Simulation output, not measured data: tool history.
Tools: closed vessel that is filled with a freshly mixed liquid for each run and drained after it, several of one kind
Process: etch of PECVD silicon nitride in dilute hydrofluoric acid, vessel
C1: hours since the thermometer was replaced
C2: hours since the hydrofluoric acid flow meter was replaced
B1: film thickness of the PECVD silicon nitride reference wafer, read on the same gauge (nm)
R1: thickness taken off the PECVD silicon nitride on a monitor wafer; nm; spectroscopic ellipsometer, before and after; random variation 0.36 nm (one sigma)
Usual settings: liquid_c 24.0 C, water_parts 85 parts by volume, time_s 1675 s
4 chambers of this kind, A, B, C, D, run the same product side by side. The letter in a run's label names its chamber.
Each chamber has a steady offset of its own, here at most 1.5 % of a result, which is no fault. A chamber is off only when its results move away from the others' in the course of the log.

-- day=0.008 chamber D: hydrofluoric acid flow meter replaced
run 1B day=0.529 | liquid_c=24.0 water_parts=85 time_s=1675 | C1=687.1 C2=967.3 | B1=30.041 | R1=50.611
run 2D day=0.846 | liquid_c=24.0 water_parts=85 time_s=1675 | C1=1993.9 C2=20.1 | B1=30.030 | R1=50.887
run 3C day=1.146 | liquid_c=24.0 water_parts=85 time_s=1675 | C1=1294.9 C2=357.5 | B1=30.008 | R1=51.132
run 4A day=1.675 | liquid_c=24.0 water_parts=85 time_s=1675 | C1=226.1 C2=474.6 | B1=30.044 | R1=50.041
run 5A day=2.175 | liquid_c=24.0 water_parts=85 time_s=1675 | C1=238.1 C2=486.6 | B1=30.031 | R1=49.702
run 6D day=2.583 | liquid_c=24.0 water_parts=85 time_s=1675 | C1=2035.6 C2=61.8 | B1=30.004 | R1=50.574
-- day=2.658 chamber B: hydrofluoric acid flow meter replaced
run 7C day=2.988 | liquid_c=24.0 water_parts=100 time_s=2360 | C1=1339.1 C2=401.7 | B1=29.965 | R1=61.148
run 8B day=3.254 | liquid_c=24.0 water_parts=100 time_s=2360 | C1=752.5 C2=14.3 | B1=30.007 | R1=61.182
run 9D day=3.754 | liquid_c=24.0 water_parts=100 time_s=2360 | C1=2063.7 C2=89.9 | B1=30.049 | R1=61.019
run 10C day=4.167 | liquid_c=24.0 water_parts=100 time_s=2360 | C1=1367.4 C2=430.0 | B1=30.001 | R1=61.669
run 11B day=4.488 | liquid_c=28.0 water_parts=85 time_s=1220 | C1=782.1 C2=43.9 | B1=29.947 | R1=48.465
run 12A day=4.762 | liquid_c=28.0 water_parts=85 time_s=1220 | C1=300.2 C2=548.7 | B1=30.027 | R1=47.837
run 13D day=5.354 | liquid_c=28.0 water_parts=85 time_s=1220 | C1=2102.1 C2=128.3 | B1=30.020 | R1=47.717
-- day=5.617 chamber C: thermometer replaced
run 14B day=5.954 | liquid_c=28.0 water_parts=85 time_s=1220 | C1=817.3 C2=79.1 | B1=30.022 | R1=48.157
run 15C day=6.442 | liquid_c=24.0 water_parts=85 time_s=1675 | C1=19.9 C2=484.6 | B1=30.017 | R1=52.229
run 16A day=6.725 | liquid_c=24.0 water_parts=85 time_s=1675 | C1=347.3 C2=595.8 | B1=29.999 | R1=50.070
run 17D day=7.183 | liquid_c=24.0 water_parts=85 time_s=1675 | C1=2146.0 C2=172.2 | B1=29.974 | R1=50.300
run 18C day=7.458 | liquid_c=24.0 water_parts=85 time_s=1675 | C1=44.3 C2=509.0 | B1=29.988 | R1=51.779
run 19A day=7.717 | liquid_c=24.0 water_parts=85 time_s=1675 | C1=371.1 C2=619.6 | B1=29.994 | R1=50.560
run 20B day=8.275 | liquid_c=24.0 water_parts=85 time_s=1675 | C1=873.0 C2=134.8 | B1=30.025 | R1=50.848
run 21B day=8.579 | liquid_c=24.0 water_parts=85 time_s=1675 | C1=880.3 C2=142.1 | B1=30.011 | R1=50.331
run 22D day=8.992 | liquid_c=24.0 water_parts=85 time_s=1675 | C1=2189.4 C2=215.6 | B1=29.985 | R1=51.225
run 23C day=9.538 | liquid_c=24.0 water_parts=85 time_s=1675 | C1=94.2 C2=558.9 | B1=29.972 | R1=52.444
run 24A day=9.812 | liquid_c=21.0 water_parts=85 time_s=1675 | C1=421.4 C2=669.9 | B1=30.000 | R1=41.055
run 25B day=10.246 | liquid_c=21.0 water_parts=85 time_s=1675 | C1=920.3 C2=182.1 | B1=29.978 | R1=41.720
run 26D day=10.675 | liquid_c=21.0 water_parts=85 time_s=1675 | C1=2229.8 C2=256.0 | B1=29.992 | R1=41.839
run 27C day=11.004 | liquid_c=21.0 water_parts=85 time_s=1675 | C1=129.4 C2=594.1 | B1=29.999 | R1=44.060
run 28A day=11.454 | liquid_c=24.0 water_parts=85 time_s=1675 | C1=460.8 C2=709.3 | B1=30.014 | R1=50.466
run 29B day=11.842 | liquid_c=25.5 water_parts=85 time_s=1675 | C1=958.6 C2=220.4 | B1=29.976 | R1=56.414
run 30C day=12.229 | liquid_c=25.5 water_parts=85 time_s=1675 | C1=158.8 C2=623.5 | B1=29.977 | R1=60.026
run 31A day=12.604 | liquid_c=25.5 water_parts=85 time_s=1675 | C1=488.4 C2=736.9 | B1=30.036 | R1=55.540
run 32D day=13.175 | liquid_c=25.5 water_parts=85 time_s=1675 | C1=2289.8 C2=316.0 | B1=29.994 | R1=55.902
run 33C day=13.596 | liquid_c=21.5 water_parts=115 time_s=1675 | C1=191.6 C2=656.3 | B1=29.979 | R1=34.077
run 34B day=14.196 | liquid_c=21.5 water_parts=115 time_s=1675 | C1=1015.1 C2=276.9 | B1=29.992 | R1=31.734
run 35A day=14.729 | liquid_c=21.5 water_parts=115 time_s=1675 | C1=539.4 C2=787.9 | B1=30.019 | R1=31.793
run 36D day=15.179 | liquid_c=21.5 water_parts=115 time_s=1675 | C1=2337.9 C2=364.1 | B1=29.965 | R1=31.974
run 37B day=15.675 | liquid_c=24.0 water_parts=85 time_s=1675 | C1=1050.6 C2=312.4 | B1=29.968 | R1=50.523
run 38A day=15.958 | liquid_c=24.0 water_parts=85 time_s=1675 | C1=568.9 C2=817.4 | B1=29.959 | R1=50.277

Is one chamber off against the others, does the gauge drift, or is nothing wrong? If a chamber is off, say which, and what the likeliest cause is.

Chamber C drifts away from the others.
Cause: hydrofluoric acid flow above the setpoint (%) = 8.34.

Here are 4 candidates for chamber C's next run, each the usual settings with a change, their results left as question marks. Which one brings its results back in line with what the others give on the usual settings?
In line means no further than this from the other chambers' mean on the usual settings: R1 1.200 nm
run 39C-1 day=16.388 | liquid_c=24.0 water_parts=85 time_s=1635 | R1=?
run 39C-2 day=16.388 | liquid_c=24.5 water_parts=85 time_s=1770 | R1=?
run 39C-3 day=16.388 | liquid_c=23.5 water_parts=85 time_s=1580 | R1=?
run 39C-4 day=16.388 | liquid_c=24.0 water_parts=85 time_s=1725 | R1=?

The other chambers' mean on the usual settings: R1 50.596 nm
run=39C-1 R1=53.792
run=39C-2 R1=60.239
run=39C-3 R1=50.244
run=39C-4 R1=56.753
39C-3 brings the chamber back in line.

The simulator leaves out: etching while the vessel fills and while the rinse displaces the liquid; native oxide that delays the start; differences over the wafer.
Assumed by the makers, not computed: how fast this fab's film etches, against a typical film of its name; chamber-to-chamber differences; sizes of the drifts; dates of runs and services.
